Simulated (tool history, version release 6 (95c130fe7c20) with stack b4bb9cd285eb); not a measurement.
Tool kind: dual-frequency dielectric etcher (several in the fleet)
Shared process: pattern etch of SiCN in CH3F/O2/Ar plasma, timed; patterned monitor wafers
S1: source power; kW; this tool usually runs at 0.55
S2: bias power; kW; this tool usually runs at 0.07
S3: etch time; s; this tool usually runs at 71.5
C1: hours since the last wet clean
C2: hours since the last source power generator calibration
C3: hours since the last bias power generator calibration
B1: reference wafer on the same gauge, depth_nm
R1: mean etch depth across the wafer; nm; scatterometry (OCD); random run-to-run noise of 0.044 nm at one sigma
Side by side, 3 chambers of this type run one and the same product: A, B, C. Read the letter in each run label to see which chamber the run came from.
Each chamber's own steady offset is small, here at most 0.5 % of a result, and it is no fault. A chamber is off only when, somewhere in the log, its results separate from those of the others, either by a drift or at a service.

run	hour	S1	S2	S3	C1	C2	C3	B1	R1
1C	3.3	0.55	0.07	71.5	65.7	1343.2	516.4	35.624	30
2A	5.6	0.55	0.07	71.5	132.1	3465.9	2202	35.623	30.087
3B	8.5	0.55	0.07	71.5	117.8	2747.8	2240.1	35.64	30.2
4A	12.4	0.55	0.07	71.5	138.9	3472.7	2208.8	35.626	30.086
5B	15	0.55	0.07	71.5	124.3	2754.3	2246.6	35.652	30.029
6C	17.2	0.55	0.07	71.5	79.6	1357.1	530.3	35.659	29.99
7B	20.1	0.55	0.07	71.5	129.4	2759.4	2251.7	35.668	30.17
8C	23	0.55	0.07	71.5	85.4	1362.9	536.1	35.667	29.962
9A	25.7	0.55	0.07	71.5	152.2	3486	2222.1	35.687	30.092
10C	29.8	0.55	0.07	71.5	92.2	1369.7	542.9	35.684	30.095
11B	33.6	0.55	0.07	71.5	142.9	2772.9	2265.2	35.71	30.237
12A	35.9	0.55	0.07	71.5	162.4	3496.2	2232.3	35.711	30.1
13B	38.6	0.55	0.07	71.5	147.9	2777.9	2270.2	35.728	30.228
14A	40.7	0.55	0.07	71.5	167.2	3501	2237.1	35.749	30.076
15C	43.3	0.55	0.07	71.5	105.7	1383.2	556.4	35.743	30.109
16C	47.4	0.55	0.07	71.5	109.8	1387.3	560.5	35.763	30.049
17A	50	0.55	0.07	71.5	176.5	3510.3	2246.4	35.772	30.103
18B	52.3	0.55	0.07	71.5	161.6	2791.6	2283.9	35.798	30.236
19A	54.9	0.55	0.07	71.5	181.4	3515.2	2251.3	35.776	30.226
20B	58	0.55	0.07	71.5	167.3	2797.3	2289.6	35.799	30.358
21C	61.3	0.55	0.07	71.5	123.7	1401.2	574.4	35.822	30.126

Decide between three cases: one chamber stands off from its peers, the gauge reading all wafers drifts, or nothing is wrong past each chamber's small offset. Where a chamber is off, say which and what most likely put it there.

Every chamber seems to shift together because the gauge that measures them all drifts; the chambers themselves are fine.
Most likely cause: gauge reads high (%) = 0.617.
